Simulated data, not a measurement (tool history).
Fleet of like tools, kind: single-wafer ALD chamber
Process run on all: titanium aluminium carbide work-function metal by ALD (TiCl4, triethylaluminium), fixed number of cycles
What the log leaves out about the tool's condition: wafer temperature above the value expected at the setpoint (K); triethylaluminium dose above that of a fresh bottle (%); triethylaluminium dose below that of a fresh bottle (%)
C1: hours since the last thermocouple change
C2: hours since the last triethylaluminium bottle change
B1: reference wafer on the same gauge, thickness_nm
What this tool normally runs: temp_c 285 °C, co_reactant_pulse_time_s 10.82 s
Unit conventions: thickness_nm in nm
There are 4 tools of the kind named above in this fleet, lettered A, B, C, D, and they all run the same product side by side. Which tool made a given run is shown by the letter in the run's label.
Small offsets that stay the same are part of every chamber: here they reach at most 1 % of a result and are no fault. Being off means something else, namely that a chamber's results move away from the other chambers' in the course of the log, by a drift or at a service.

run 1D hour=4.4 | temp_c=285 co_reactant_pulse_time_s=10.82 | C1=2303.5 C2=352.1 | B1=2.0609 | thickness_nm=1.8937
run 2B hour=12.1 | temp_c=285 co_reactant_pulse_time_s=10.82 | C1=568.8 C2=774.4 | B1=2.0607 | thickness_nm=1.8765
run 3A hour=17.8 | temp_c=285 co_reactant_pulse_time_s=10.82 | C1=1074.3 C2=722.6 | B1=2.0611 | thickness_nm=1.8994
run 4C hour=26.5 | temp_c=285 co_reactant_pulse_time_s=10.82 | C1=1228.7 C2=93.7 | B1=2.0618 | thickness_nm=1.8901
run 5A hour=31.0 | temp_c=274 co_reactant_pulse_time_s=13.94 | C1=1087.5 C2=735.8 | B1=2.0617 | thickness_nm=1.8312
run 6B hour=37.5 | temp_c=274 co_reactant_pulse_time_s=13.94 | C1=594.2 C2=799.8 | B1=2.0623 | thickness_nm=1.8086
run 7C hour=44.1 | temp_c=274 co_reactant_pulse_time_s=13.94 | C1=1246.3 C2=111.3 | B1=2.0631 | thickness_nm=1.8216
run 8D hour=49.2 | temp_c=274 co_reactant_pulse_time_s=13.94 | C1=2348.3 C2=396.9 | B1=2.0628 | thickness_nm=1.8342
run 9D hour=55.2 | temp_c=285 co_reactant_pulse_time_s=10.82 | C1=2354.3 C2=402.9 | B1=2.0640 | thickness_nm=1.8999
run 10C hour=62.7 | temp_c=285 co_reactant_pulse_time_s=10.82 | C1=1264.9 C2=129.9 | B1=2.0636 | thickness_nm=1.8928
-- hour=68.7 chamber D: thermocouple changed; heater temperature recalibrated
run 11B hour=72.6 | temp_c=276 co_reactant_pulse_time_s=10.82 | C1=629.3 C2=834.9 | B1=2.0645 | thickness_nm=1.8014
run 12A hour=79.9 | temp_c=276 co_reactant_pulse_time_s=10.82 | C1=1136.4 C2=784.7 | B1=2.0639 | thickness_nm=1.8192
run 13C hour=88.2 | temp_c=276 co_reactant_pulse_time_s=10.82 | C1=1290.4 C2=155.4 | B1=2.0653 | thickness_nm=1.8150
run 14D hour=93.9 | temp_c=276 co_reactant_pulse_time_s=10.82 | C1=25.3 C2=441.6 | B1=2.0653 | thickness_nm=1.8202
run 15B hour=99.3 | temp_c=285 co_reactant_pulse_time_s=10.82 | C1=656.0 C2=861.6 | B1=2.0649 | thickness_nm=1.8788
run 16A hour=106.7 | temp_c=285 co_reactant_pulse_time_s=10.82 | C1=1163.2 C2=811.5 | B1=2.0665 | thickness_nm=1.8982
-- hour=109.7 chamber B: triethylaluminium bottle replaced
run 17C hour=113.5 | temp_c=285 co_reactant_pulse_time_s=10.82 | C1=1315.7 C2=180.7 | B1=2.0668 | thickness_nm=1.9003
run 18B hour=121.7 | temp_c=285 co_reactant_pulse_time_s=10.82 | C1=678.4 C2=12.0 | B1=2.0668 | thickness_nm=1.8829
run 19A hour=126.2 | temp_c=285 co_reactant_pulse_time_s=10.82 | C1=1182.7 C2=831.0 | B1=2.0676 | thickness_nm=1.9038
run 20D hour=131.1 | temp_c=285 co_reactant_pulse_time_s=10.82 | C1=62.5 C2=478.8 | B1=2.0683 | thickness_nm=1.9001
run 21C hour=137.4 | temp_c=285 co_reactant_pulse_time_s=10.82 | C1=1339.6 C2=204.6 | B1=2.0686 | thickness_nm=1.8925
run 22B hour=146.2 | temp_c=299 co_reactant_pulse_time_s=14.94 | C1=702.9 C2=36.5 | B1=2.0683 | thickness_nm=2.0368
run 23D hour=152.9 | temp_c=299 co_reactant_pulse_time_s=14.94 | C1=84.3 C2=500.6 | B1=2.0689 | thickness_nm=2.0644
run 24A hour=158.8 | temp_c=299 co_reactant_pulse_time_s=14.94 | C1=1215.3 C2=863.6 | B1=2.0692 | thickness_nm=2.0638
run 25B hour=167.9 | temp_c=299 co_reactant_pulse_time_s=14.94 | C1=724.6 C2=58.2 | B1=2.0701 | thickness_nm=2.0362
run 26A hour=173.9 | temp_c=285 co_reactant_pulse_time_s=10.82 | C1=1230.4 C2=878.7 | B1=2.0705 | thickness_nm=1.9114
run 27D hour=181.2 | temp_c=285 co_reactant_pulse_time_s=10.82 | C1=112.6 C2=528.9 | B1=2.0711 | thickness_nm=1.9063
run 28C hour=189.8 | temp_c=285 co_reactant_pulse_time_s=10.82 | C1=1392.0 C2=257.0 | B1=2.0705 | thickness_nm=1.8922
-- hour=194.8 chamber C: thermocouple changed; heater temperature recalibrated
run 29A hour=197.6 | temp_c=285 co_reactant_pulse_time_s=10.82 | C1=1254.1 C2=902.4 | B1=2.0710 | thickness_nm=1.9050
run 30D hour=205.2 | temp_c=285 co_reactant_pulse_time_s=10.82 | C1=136.6 C2=552.9 | B1=2.0735 | thickness_nm=1.9123
run 31C hour=213.8 | temp_c=285 co_reactant_pulse_time_s=10.82 | C1=19.0 C2=281.0 | B1=2.0731 | thickness_nm=1.8958
run 32B hour=223.7 | temp_c=285 co_reactant_pulse_time_s=10.82 | C1=780.4 C2=114.0 | B1=2.0733 | thickness_nm=1.8849
run 33A hour=229.1 | temp_c=285 co_reactant_pulse_time_s=10.82 | C1=1285.6 C2=933.9 | B1=2.0743 | thickness_nm=1.9069
run 34C hour=234.2 | temp_c=285 co_reactant_pulse_time_s=10.82 | C1=39.4 C2=301.4 | B1=2.0737 | thickness_nm=1.9001

Next, every chamber runs the same settings. What will each give?
run 35A hour=241.3 | temp_c=285 co_reactant_pulse_time_s=13.26 | thickness_nm=?
run 35B hour=241.3 | temp_c=285 co_reactant_pulse_time_s=13.26 | thickness_nm=?
run 35C hour=241.3 | temp_c=285 co_reactant_pulse_time_s=13.26 | thickness_nm=?
run 35D hour=241.3 | temp_c=285 co_reactant_pulse_time_s=13.26 | thickness_nm=?

run=35A thickness_nm=1.9325
run=35B thickness_nm=1.9130
run=35C thickness_nm=1.9280
run=35D thickness_nm=1.9363

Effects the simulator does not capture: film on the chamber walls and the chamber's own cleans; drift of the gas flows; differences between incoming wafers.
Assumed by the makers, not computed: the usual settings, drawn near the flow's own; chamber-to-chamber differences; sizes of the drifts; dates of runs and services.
